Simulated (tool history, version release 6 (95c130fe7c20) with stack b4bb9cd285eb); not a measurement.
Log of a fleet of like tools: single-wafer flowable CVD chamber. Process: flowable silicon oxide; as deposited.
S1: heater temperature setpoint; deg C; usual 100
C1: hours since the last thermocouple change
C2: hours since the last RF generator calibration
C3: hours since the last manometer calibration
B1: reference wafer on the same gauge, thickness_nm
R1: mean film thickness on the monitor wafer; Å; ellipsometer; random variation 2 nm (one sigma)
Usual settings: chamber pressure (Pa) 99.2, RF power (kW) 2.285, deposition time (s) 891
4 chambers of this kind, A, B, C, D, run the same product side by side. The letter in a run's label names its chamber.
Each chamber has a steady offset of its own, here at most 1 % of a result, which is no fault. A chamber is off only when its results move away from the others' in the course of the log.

run 1C day=0.288 | S1=100 chamber_pressure_(Pa)=99.2 RF_power_(kW)=2.285 deposition_time_(s)=891 | C1=253.3 C2=714.9 C3=533.1 | B1=488.99 | R1=5072.9
run 2D day=0.592 | S1=100 chamber_pressure_(Pa)=99.2 RF_power_(kW)=2.285 deposition_time_(s)=891 | C1=1989.6 C2=1502.4 C3=175.3 | B1=488.68 | R1=5055.7
run 3B day=0.912 | S1=100 chamber_pressure_(Pa)=99.2 RF_power_(kW)=2.285 deposition_time_(s)=891 | C1=335.9 C2=1820.4 C3=92.8 | B1=488.67 | R1=5008.5
run 4A day=1.121 | S1=100 chamber_pressure_(Pa)=99.2 RF_power_(kW)=2.285 deposition_time_(s)=891 | C1=72.1 C2=656.1 C3=1661.5 | B1=489.34 | R1=5084.8
run 5D day=1.392 | S1=100 chamber_pressure_(Pa)=99.2 RF_power_(kW)=2.285 deposition_time_(s)=891 | C1=2008.8 C2=1521.6 C3=194.5 | B1=489.27 | R1=5069.6
run 6A day=1.550 | S1=100 chamber_pressure_(Pa)=99.2 RF_power_(kW)=2.285 deposition_time_(s)=891 | C1=82.4 C2=666.4 C3=1671.8 | B1=489.18 | R1=5042.0
run 7B day=1.875 | S1=100 chamber_pressure_(Pa)=99.2 RF_power_(kW)=2.285 deposition_time_(s)=891 | C1=359.0 C2=1843.5 C3=115.9 | B1=489.10 | R1=5004.2
run 8C day=2.125 | S1=100 chamber_pressure_(Pa)=99.2 RF_power_(kW)=2.285 deposition_time_(s)=891 | C1=297.4 C2=759.0 C3=577.2 | B1=489.25 | R1=5047.6
run 9D day=2.438 | S1=100 chamber_pressure_(Pa)=99.2 RF_power_(kW)=2.285 deposition_time_(s)=891 | C1=2033.9 C2=1546.7 C3=219.6 | B1=489.45 | R1=5081.9
run 10B day=2.625 | S1=100 chamber_pressure_(Pa)=99.2 RF_power_(kW)=2.285 deposition_time_(s)=891 | C1=377.0 C2=1861.5 C3=133.9 | B1=489.28 | R1=4983.7
run 11C day=2.812 | S1=100 chamber_pressure_(Pa)=78.4 RF_power_(kW)=2.285 deposition_time_(s)=891 | C1=313.9 C2=775.5 C3=593.7 | B1=489.31 | R1=3664.5
run 12A day=3.033 | S1=100 chamber_pressure_(Pa)=78.4 RF_power_(kW)=2.285 deposition_time_(s)=891 | C1=118.0 C2=702.0 C3=1707.4 | B1=488.73 | R1=3680.6
run 13C day=3.192 | S1=100 chamber_pressure_(Pa)=78.4 RF_power_(kW)=2.285 deposition_time_(s)=891 | C1=323.0 C2=784.6 C3=602.8 | B1=488.96 | R1=3646.9
run 14B day=3.417 | S1=100 chamber_pressure_(Pa)=78.4 RF_power_(kW)=2.285 deposition_time_(s)=891 | C1=396.0 C2=1880.5 C3=152.9 | B1=489.08 | R1=3617.3
run 15A day=3.738 | S1=100 chamber_pressure_(Pa)=99.2 RF_power_(kW)=2.285 deposition_time_(s)=891 | C1=134.9 C2=718.9 C3=1724.3 | B1=488.77 | R1=5060.4
run 16D day=4.092 | S1=100 chamber_pressure_(Pa)=99.2 RF_power_(kW)=1.955 deposition_time_(s)=891 | C1=2073.6 C2=1586.4 C3=259.3 | B1=488.81 | R1=4895.0
run 17B day=4.338 | S1=100 chamber_pressure_(Pa)=99.2 RF_power_(kW)=1.955 deposition_time_(s)=891 | C1=418.1 C2=1902.6 C3=175.0 | B1=489.16 | R1=4849.4
run 18A day=4.604 | S1=100 chamber_pressure_(Pa)=99.2 RF_power_(kW)=1.955 deposition_time_(s)=891 | C1=155.7 C2=739.7 C3=1745.1 | B1=488.87 | R1=4913.5
run 19C day=4.842 | S1=100 chamber_pressure_(Pa)=99.2 RF_power_(kW)=1.955 deposition_time_(s)=891 | C1=362.6 C2=824.2 C3=642.4 | B1=489.16 | R1=4783.3
run 20D day=5.054 | S1=100 chamber_pressure_(Pa)=99.2 RF_power_(kW)=2.285 deposition_time_(s)=891 | C1=2096.7 C2=1609.5 C3=282.4 | B1=488.53 | R1=5040.4
run 21D day=5.362 | S1=100 chamber_pressure_(Pa)=99.2 RF_power_(kW)=2.285 deposition_time_(s)=891 | C1=2104.1 C2=1616.9 C3=289.8 | B1=488.94 | R1=5031.0
run 22C day=5.588 | S1=100 chamber_pressure_(Pa)=99.2 RF_power_(kW)=2.285 deposition_time_(s)=891 | C1=380.5 C2=842.1 C3=660.3 | B1=488.84 | R1=4941.0
run 23B day=5.846 | S1=100 chamber_pressure_(Pa)=99.2 RF_power_(kW)=2.285 deposition_time_(s)=891 | C1=454.3 C2=1938.8 C3=211.2 | B1=489.03 | R1=5010.2
run 24A day=6.050 | S1=100 chamber_pressure_(Pa)=99.2 RF_power_(kW)=2.285 deposition_time_(s)=788 | C1=190.4 C2=774.4 C3=1779.8 | B1=488.97 | R1=4490.6
run 25B day=6.375 | S1=100 chamber_pressure_(Pa)=99.2 RF_power_(kW)=2.285 deposition_time_(s)=788 | C1=467.0 C2=1951.5 C3=223.9 | B1=488.39 | R1=4437.7
-- day=6.479 chamber A: RF generator calibrated
run 26A day=6.550 | S1=100 chamber_pressure_(Pa)=99.2 RF_power_(kW)=2.285 deposition_time_(s)=788 | C1=202.4 C2=1.8 C3=1791.8 | B1=489.11 | R1=4494.9
run 27C day=6.892 | S1=100 chamber_pressure_(Pa)=99.2 RF_power_(kW)=2.285 deposition_time_(s)=788 | C1=411.8 C2=873.4 C3=691.6 | B1=488.87 | R1=4310.1
run 28D day=7.062 | S1=100 chamber_pressure_(Pa)=99.2 RF_power_(kW)=2.285 deposition_time_(s)=891 | C1=2144.9 C2=1657.7 C3=330.6 | B1=489.29 | R1=5039.1
run 29B day=7.300 | S1=100 chamber_pressure_(Pa)=99.2 RF_power_(kW)=2.285 deposition_time_(s)=891 | C1=489.2 C2=1973.7 C3=246.1 | B1=488.99 | R1=5004.1
run 30D day=7.458 | S1=100 chamber_pressure_(Pa)=99.2 RF_power_(kW)=2.285 deposition_time_(s)=891 | C1=2154.4 C2=1667.2 C3=340.1 | B1=489.16 | R1=5072.0
run 31A day=7.708 | S1=100 chamber_pressure_(Pa)=99.2 RF_power_(kW)=2.285 deposition_time_(s)=891 | C1=230.2 C2=29.6 C3=1819.6 | B1=488.48 | R1=5098.9
run 32C day=7.988 | S1=100 chamber_pressure_(Pa)=99.2 RF_power_(kW)=2.285 deposition_time_(s)=891 | C1=438.1 C2=899.7 C3=717.9 | B1=489.03 | R1=4844.1
run 33C day=8.308 | S1=100 chamber_pressure_(Pa)=110.7 RF_power_(kW)=2.285 deposition_time_(s)=891 | C1=445.8 C2=907.4 C3=725.6 | B1=489.22 | R1=5581.2
run 34D day=8.529 | S1=100 chamber_pressure_(Pa)=110.7 RF_power_(kW)=2.285 deposition_time_(s)=891 | C1=2180.1 C2=1692.9 C3=365.8 | B1=488.88 | R1=5854.2
run 35B day=8.771 | S1=100 chamber_pressure_(Pa)=110.7 RF_power_(kW)=2.285 deposition_time_(s)=891 | C1=524.5 C2=2009.0 C3=281.4 | B1=488.89 | R1=5765.7
run 36A day=8.971 | S1=100 chamber_pressure_(Pa)=110.7 RF_power_(kW)=2.285 deposition_time_(s)=891 | C1=260.5 C2=59.9 C3=1849.9 | B1=488.90 | R1=5866.5
run 37A day=9.200 | S1=100 chamber_pressure_(Pa)=99.2 RF_power_(kW)=2.285 deposition_time_(s)=891 | C1=266.0 C2=65.4 C3=1855.4 | B1=489.13 | R1=5083.2
run 38C day=9.521 | S1=100 chamber_pressure_(Pa)=99.2 RF_power_(kW)=2.285 deposition_time_(s)=891 | C1=474.9 C2=936.5 C3=754.7 | B1=489.05 | R1=4788.3

What goes on in this fleet: one chamber off, a drifting gauge, or nothing beyond the chambers' own small offsets? Name the chamber and the cause, if any.

Chamber C drifts away from the others.
Cause: true pressure below the setpoint (%) = 3.8.
The log may not tell that from: wafer temperature above the value expected at the setpoint (K).

Here are 4 candidates for chamber C's next run, each the usual settings with a change, their results left as question marks. Which one brings its results back in line with what the others give on the usual settings?
In line means no further than this from the other chambers' mean on the usual settings: R1 71.0 Å
run 39C-1 day=9.775 | S1=99 chamber_pressure_(Pa)=100.3 RF_power_(kW)=2.285 deposition_time_(s)=895 | R1=?
run 39C-2 day=9.775 | S1=101 chamber_pressure_(Pa)=98.1 RF_power_(kW)=2.285 deposition_time_(s)=887 | R1=?
run 39C-3 day=9.775 | S1=100 chamber_pressure_(Pa)=99.2 RF_power_(kW)=2.645 deposition_time_(s)=891 | R1=?
run 39C-4 day=9.775 | S1=100 chamber_pressure_(Pa)=99.2 RF_power_(kW)=2.040 deposition_time_(s)=891 | R1=?

The other chambers' mean on the usual settings: R1 5041.9 Å
run=39C-1 R1=5045.2
run=39C-2 R1=4548.2
run=39C-3 R1=4893.9
run=39C-4 R1=4702.0
39C-1 brings the chamber back in line.
